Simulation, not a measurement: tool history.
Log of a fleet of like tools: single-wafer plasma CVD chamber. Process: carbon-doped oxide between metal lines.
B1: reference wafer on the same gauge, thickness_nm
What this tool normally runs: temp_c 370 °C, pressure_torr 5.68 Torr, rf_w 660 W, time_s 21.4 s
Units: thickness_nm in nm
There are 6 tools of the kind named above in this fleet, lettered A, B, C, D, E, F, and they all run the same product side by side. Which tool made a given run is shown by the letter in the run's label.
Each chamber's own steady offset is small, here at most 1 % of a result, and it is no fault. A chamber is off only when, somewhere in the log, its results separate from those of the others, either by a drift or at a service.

run 1C hour=5.0 | temp_c=370 pressure_torr=5.68 rf_w=660 time_s=21.4 | B1=100.96 | thickness_nm=125.22
run 2F hour=9.2 | temp_c=370 pressure_torr=5.68 rf_w=660 time_s=21.4 | B1=101.00 | thickness_nm=125.49
run 3D hour=13.2 | temp_c=370 pressure_torr=5.68 rf_w=660 time_s=21.4 | B1=100.98 | thickness_nm=126.04
run 4A hour=16.8 | temp_c=370 pressure_torr=5.68 rf_w=660 time_s=21.4 | B1=100.95 | thickness_nm=126.13
run 5E hour=20.9 | temp_c=370 pressure_torr=5.68 rf_w=660 time_s=21.4 | B1=100.89 | thickness_nm=124.76
run 6B hour=25.8 | temp_c=370 pressure_torr=5.68 rf_w=660 time_s=21.4 | B1=100.89 | thickness_nm=126.53
run 7C hour=30.0 | temp_c=370 pressure_torr=5.68 rf_w=660 time_s=21.4 | B1=100.88 | thickness_nm=124.65
run 8F hour=33.6 | temp_c=370 pressure_torr=5.68 rf_w=660 time_s=21.4 | B1=100.84 | thickness_nm=125.77
run 9B hour=37.0 | temp_c=370 pressure_torr=5.68 rf_w=660 time_s=21.4 | B1=100.85 | thickness_nm=126.72
run 10D hour=40.6 | temp_c=370 pressure_torr=6.35 rf_w=560 time_s=21.4 | B1=100.84 | thickness_nm=115.61
run 11A hour=44.2 | temp_c=370 pressure_torr=6.35 rf_w=560 time_s=21.4 | B1=100.81 | thickness_nm=115.95
run 12E hour=47.4 | temp_c=370 pressure_torr=6.35 rf_w=560 time_s=21.4 | B1=100.78 | thickness_nm=113.65
run 13E hour=51.0 | temp_c=370 pressure_torr=6.35 rf_w=560 time_s=21.4 | B1=100.77 | thickness_nm=114.09
run 14D hour=54.2 | temp_c=370 pressure_torr=6.35 rf_w=560 time_s=21.4 | B1=100.77 | thickness_nm=115.24
run 15B hour=57.0 | temp_c=370 pressure_torr=6.35 rf_w=560 time_s=21.4 | B1=100.74 | thickness_nm=115.56
run 16A hour=61.8 | temp_c=370 pressure_torr=5.68 rf_w=660 time_s=21.4 | B1=100.71 | thickness_nm=126.06
run 17C hour=66.1 | temp_c=370 pressure_torr=5.68 rf_w=660 time_s=21.4 | B1=100.70 | thickness_nm=124.93
run 18F hour=68.6 | temp_c=370 pressure_torr=5.68 rf_w=660 time_s=21.4 | B1=100.67 | thickness_nm=125.32
run 19F hour=71.3 | temp_c=370 pressure_torr=5.68 rf_w=660 time_s=21.4 | B1=100.63 | thickness_nm=124.95
run 20C hour=75.1 | temp_c=370 pressure_torr=5.68 rf_w=660 time_s=21.4 | B1=100.69 | thickness_nm=124.74
run 21E hour=77.7 | temp_c=370 pressure_torr=5.68 rf_w=660 time_s=21.4 | B1=100.64 | thickness_nm=124.55
run 22A hour=80.5 | temp_c=370 pressure_torr=5.68 rf_w=660 time_s=21.4 | B1=100.66 | thickness_nm=125.86
run 23B hour=84.4 | temp_c=370 pressure_torr=6.27 rf_w=660 time_s=24.5 | B1=100.62 | thickness_nm=145.61
run 24D hour=88.2 | temp_c=370 pressure_torr=6.27 rf_w=660 time_s=24.5 | B1=100.60 | thickness_nm=145.39
run 25B hour=92.1 | temp_c=370 pressure_torr=6.27 rf_w=660 time_s=24.5 | B1=100.59 | thickness_nm=145.66
run 26F hour=96.3 | temp_c=370 pressure_torr=6.27 rf_w=660 time_s=24.5 | B1=100.54 | thickness_nm=143.55
run 27C hour=99.8 | temp_c=370 pressure_torr=6.27 rf_w=660 time_s=24.5 | B1=100.58 | thickness_nm=143.94
run 28A hour=103.7 | temp_c=370 pressure_torr=6.27 rf_w=660 time_s=24.5 | B1=100.57 | thickness_nm=145.13
run 29D hour=108.4 | temp_c=370 pressure_torr=5.68 rf_w=660 time_s=21.4 | B1=100.48 | thickness_nm=125.23
run 30E hour=113.2 | temp_c=370 pressure_torr=5.68 rf_w=725 time_s=21.4 | B1=100.48 | thickness_nm=131.89
run 31D hour=117.9 | temp_c=370 pressure_torr=5.68 rf_w=725 time_s=21.4 | B1=100.52 | thickness_nm=133.13
run 32A hour=122.2 | temp_c=370 pressure_torr=5.68 rf_w=725 time_s=21.4 | B1=100.43 | thickness_nm=133.00
run 33B hour=125.7 | temp_c=370 pressure_torr=5.68 rf_w=725 time_s=21.4 | B1=100.42 | thickness_nm=133.87
run 34C hour=130.4 | temp_c=370 pressure_torr=5.68 rf_w=725 time_s=21.4 | B1=100.43 | thickness_nm=131.25
run 35E hour=135.1 | temp_c=370 pressure_torr=5.68 rf_w=725 time_s=21.4 | B1=100.40 | thickness_nm=131.60
run 36F hour=137.7 | temp_c=370 pressure_torr=5.68 rf_w=660 time_s=21.4 | B1=100.36 | thickness_nm=125.02
run 37B hour=140.2 | temp_c=370 pressure_torr=5.68 rf_w=660 time_s=21.4 | B1=100.34 | thickness_nm=126.04

Read the log: is a single chamber off, either drifting away or since a service, is the gauge that measures every chamber drifting, or is nothing wrong beyond small per-chamber offsets? Name any odd chamber and what most likely caused it.

None of the chambers is off. What moves is the gauge, dragging all their readings along together.
Most likely cause: gauge reads low (%) = 0.646.
